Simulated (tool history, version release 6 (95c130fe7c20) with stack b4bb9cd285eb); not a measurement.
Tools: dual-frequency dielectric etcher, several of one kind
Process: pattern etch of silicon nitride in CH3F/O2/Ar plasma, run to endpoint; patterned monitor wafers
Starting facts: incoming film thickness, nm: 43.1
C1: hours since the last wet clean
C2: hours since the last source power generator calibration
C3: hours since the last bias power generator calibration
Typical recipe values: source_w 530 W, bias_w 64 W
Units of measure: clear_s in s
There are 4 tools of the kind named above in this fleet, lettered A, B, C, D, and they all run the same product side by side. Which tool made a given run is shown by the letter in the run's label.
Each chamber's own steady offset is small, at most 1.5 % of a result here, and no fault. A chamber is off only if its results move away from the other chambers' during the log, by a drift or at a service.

Run 1A, hour 10.6: usual settings; C1 44.7; C2 324; C3 1128.3. Result: clear_s 58.001 s.
Run 2D, hour 17.8: usual settings; C1 325; C2 919; C3 1614.8. Result: clear_s 57.56 s.
Run 3B, hour 29.1: usual settings; C1 141.4; C2 3357.3; C3 1508.4. Result: clear_s 58.444 s.
Run 4C, hour 36.2: usual settings; C1 136; C2 1563; C3 1741.2. Result: clear_s 57.992 s.
Run 5C, hour 43.5: usual settings; C1 143.3; C2 1570.3; C3 1748.5. Result: clear_s 57.908 s.
Run 6D, hour 51.4: usual settings but source_w 590 W, bias_w 75 W; C1 358.6; C2 952.6; C3 1648.4. Result: clear_s 52.966 s.
Run 7A, hour 61.4: usual settings but source_w 590 W, bias_w 75 W; C1 95.5; C2 374.8; C3 1179.1. Result: clear_s 52.119 s.
Run 8B, hour 72.8: usual settings but source_w 590 W, bias_w 75 W; C1 185.1; C2 3401; C3 1552.1. Result: clear_s 53.649 s.
Run 9B, hour 78.7: usual settings but source_w 590 W, bias_w 75 W; C1 191; C2 3406.9; C3 1558. Result: clear_s 53.672 s.
Run 10D, hour 84.2: usual settings; C1 391.4; C2 985.4; C3 1681.2. Result: clear_s 57.213 s.
Run 11C, hour 95.2: usual settings; C1 195; C2 1622; C3 1800.2. Result: clear_s 57.789 s.
At hour 98.3: chamber D: wet clean of the chamber.
Run 12A, hour 101.3: usual settings but bias_w 52 W; C1 135.4; C2 414.7; C3 1219. Result: clear_s 62.502 s.
Run 13D, hour 107.3: usual settings but bias_w 52 W; C1 9; C2 1008.5; C3 1704.3. Result: clear_s 61.788 s.
Run 14B, hour 118.2: usual settings but bias_w 52 W; C1 230.5; C2 3446.4; C3 1597.5. Result: clear_s 63.381 s.
Run 15C, hour 128.3: usual settings but bias_w 52 W; C1 228.1; C2 1655.1; C3 1833.3. Result: clear_s 61.462 s.
Run 16A, hour 138.8: usual settings but source_w 640 W; C1 172.9; C2 452.2; C3 1256.5. Result: clear_s 54.267 s.
Run 17A, hour 148.7: usual settings but source_w 640 W; C1 182.8; C2 462.1; C3 1266.4. Result: clear_s 54.013 s.
Run 18B, hour 156.5: usual settings but source_w 640 W; C1 268.8; C2 3484.7; C3 1635.8. Result: clear_s 55.468 s.
Run 19D, hour 167.6: usual settings but source_w 640 W; C1 69.3; C2 1068.8; C3 1764.6. Result: clear_s 53.869 s.
Run 20C, hour 173.7: usual settings; C1 273.5; C2 1700.5; C3 1878.7. Result: clear_s 57.748 s.
Run 21C, hour 180.3: usual settings; C1 280.1; C2 1707.1; C3 1885.3. Result: clear_s 57.569 s.
Run 22A, hour 186.2: usual settings; C1 220.3; C2 499.6; C3 1303.9. Result: clear_s 58.158 s.
Run 23B, hour 192.3: usual settings; C1 304.6; C2 3520.5; C3 1671.6. Result: clear_s 60.028 s.
Run 24D, hour 201.4: usual settings; C1 103.1; C2 1102.6; C3 1798.4. Result: clear_s 57.728 s.
Run 25B, hour 207.7: usual settings; C1 320; C2 3535.9; C3 1687. Result: clear_s 60.412 s.
Run 26A, hour 215.2: usual settings; C1 249.3; C2 528.6; C3 1332.9. Result: clear_s 58.041 s.
Run 27D, hour 225: usual settings but source_w 480 W; C1 126.7; C2 1126.2; C3 1822. Result: clear_s 59.813 s.
Run 28C, hour 233.9: usual settings but source_w 480 W; C1 333.7; C2 1760.7; C3 1938.9. Result: clear_s 60.469 s.
Run 29D, hour 244.8: usual settings but source_w 480 W; C1 146.5; C2 1146; C3 1841.8. Result: clear_s 60.469 s.
Run 30A, hour 254.2: usual settings but source_w 480 W; C1 288.3; C2 567.6; C3 1371.9. Result: clear_s 60.764 s.
Run 31C, hour 261.2: usual settings but source_w 650 W, bias_w 74 W; C1 361; C2 1788; C3 1966.2. Result: clear_s 50.925 s.
Run 32B, hour 270.5: usual settings but source_w 650 W, bias_w 74 W; C1 382.8; C2 3598.7; C3 1749.8. Result: clear_s 53.93 s.
Run 33B, hour 277: usual settings but source_w 650 W, bias_w 74 W; C1 389.3; C2 3605.2; C3 1756.3. Result: clear_s 53.65 s.
Run 34C, hour 284.7: usual settings but source_w 650 W, bias_w 74 W; C1 384.5; C2 1811.5; C3 1989.7. Result: clear_s 50.587 s.
Run 35D, hour 289.7: usual settings; C1 191.4; C2 1190.9; C3 1886.7. Result: clear_s 57.417 s.
Run 36A, hour 295.2: usual settings; C1 329.3; C2 608.6; C3 1412.9. Result: clear_s 57.569 s.
Run 37B, hour 302.8: usual settings; C1 415.1; C2 3631; C3 1782.1. Result: clear_s 60.676 s.

The same settings go to every chamber for the next run, one line per chamber below. Forecast the results for each:
Run 38A, hour 311: usual settings. Result: clear_s ?.
Run 38B, hour 311: usual settings. Result: clear_s ?.
Run 38C, hour 311: usual settings. Result: clear_s ?.
Run 38D, hour 311: usual settings. Result: clear_s ?.

run  clear_s
38A   58.308
38B   60.305
38C   57.296
38D   57.303

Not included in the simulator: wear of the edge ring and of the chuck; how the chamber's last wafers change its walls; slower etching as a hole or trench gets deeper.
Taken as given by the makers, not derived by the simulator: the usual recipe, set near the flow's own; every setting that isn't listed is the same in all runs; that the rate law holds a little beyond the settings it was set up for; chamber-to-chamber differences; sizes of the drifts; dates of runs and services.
